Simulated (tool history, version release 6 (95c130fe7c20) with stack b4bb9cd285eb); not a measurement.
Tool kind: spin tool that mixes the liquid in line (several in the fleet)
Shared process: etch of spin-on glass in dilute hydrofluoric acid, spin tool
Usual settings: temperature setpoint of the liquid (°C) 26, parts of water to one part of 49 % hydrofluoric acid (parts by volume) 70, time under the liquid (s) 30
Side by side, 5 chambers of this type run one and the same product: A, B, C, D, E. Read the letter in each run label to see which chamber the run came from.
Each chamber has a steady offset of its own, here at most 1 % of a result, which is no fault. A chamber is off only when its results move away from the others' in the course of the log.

run   hour  temperature setpoint of the liquid (°C)  parts of water to one part of 49 % hydrofluoric acid (parts by volume)  time under the liquid (s)  read-back film thickness of the spin-on glass reference wafer, read on the same gauge (nm)  thickness taken off the spin-on glass on a monitor wafer (angstrom)
 1D    7.5                                       26                                                                      70                         30                                                                                     100.010                                                              197.280
 2C   13.6                                       26                                                                      70                         30                                                                                     100.010                                                              203.480
 3A   19.4                                       26                                                                      70                         30                                                                                     100.020                                                              201.490
 4B   27.2                                       26                                                                      70                         30                                                                                      99.967                                                              205.340
 5E   35.8                                       26                                                                      50                         25                                                                                      99.981                                                              238.560
 6A   45.4                                       26                                                                      50                         25                                                                                     100.020                                                              240.650
 7E   52.0                                       26                                                                      50                         25                                                                                      99.994                                                              238.950
 8C   60.0                                       26                                                                      50                         25                                                                                      99.975                                                              242.480
 9B   66.3                                       26                                                                      50                         25                                                                                     100.020                                                              240.910
10D   75.0                                       26                                                                      55                         30                                                                                      99.991                                                              262.280
11A   85.8                                       26                                                                      55                         30                                                                                      99.990                                                              262.200
12B   92.0                                       26                                                                      55                         30                                                                                     100.010                                                              261.450
13C  100.6                                       26                                                                      55                         30                                                                                      99.984                                                              257.950
14E  105.8                                       26                                                                      55                         30                                                                                      99.986                                                              258.980
15D  113.4                                       26                                                                      70                         30                                                                                      99.981                                                              202.450
16C  119.4                                       26                                                                      70                         30                                                                                      99.993                                                              196.640
17D  128.8                                       26                                                                      70                         30                                                                                     100.020                                                              199.440
18B  136.2                                       26                                                                     105                         30                                                                                      99.981                                                              127.620
19A  145.1                                       26                                                                     105                         30                                                                                     100.010                                                              128.120
20E  155.2                                       26                                                                     105                         30                                                                                      99.993                                                              129.890
21C  164.7                                       26                                                                     105                         30                                                                                     100.010                                                              120.800
22B  172.5                                       26                                                                     105                         30                                                                                      99.996                                                              128.940
23E  180.7                                       26                                                                      70                         15                                                                                      99.988                                                              100.280
24A  192.5                                       26                                                                      70                         15                                                                                     100.010                                                              101.030
     194.5  -- chamber C: hydrofluoric acid flow meter replaced
25D  198.7                                       26                                                                      70                         15                                                                                      99.969                                                              100.930
26B  205.8                                       26                                                                      70                         15                                                                                     100.040                                                              102.040
27E  216.1                                       26                                                                      70                         15                                                                                     100.050                                                               99.772
28A  225.2                                       23                                                                      70                         30                                                                                     100.000                                                              180.800
29C  230.7                                       23                                                                      70                         30                                                                                     100.030                                                              167.980
30D  239.4                                       23                                                                      70                         30                                                                                      99.960                                                              178.620
31D  249.6                                       23                                                                      70                         30                                                                                      99.989                                                              175.220
32C  257.7                                       23                                                                      70                         30                                                                                      99.975                                                              165.410
33E  264.6                                       26                                                                      70                         30                                                                                      99.994                                                              202.720
     269.6  -- chamber B: hydrofluoric acid flow meter replaced
34B  273.0                                       26                                                                      70                         30                                                                                      99.978                                                              201.070
35A  283.6                                       26                                                                      70                         30                                                                                     100.010                                                              202.810
36C  290.6                                       26                                                                      70                         30                                                                                     100.010                                                              186.750

Next, all 5 chambers run the settings below, one line each with question marks for the results. What does each chamber give?
37A  299.0                                       26                                                                      45                         30                                                                                                                                                                ?
37B  299.0                                       26                                                                      45                         30                                                                                                                                                                ?
37C  299.0                                       26                                                                      45                         30                                                                                                                                                                ?
37D  299.0                                       26                                                                      45                         30                                                                                                                                                                ?
37E  299.0                                       26                                                                      45                         30                                                                                                                                                                ?

run  thickness taken off the spin-on glass on a monitor wafer (angstrom)
37A                                                              321.260
37B                                                              316.470
37C                                                              295.680
37D                                                              324.150
37E                                                              326.370
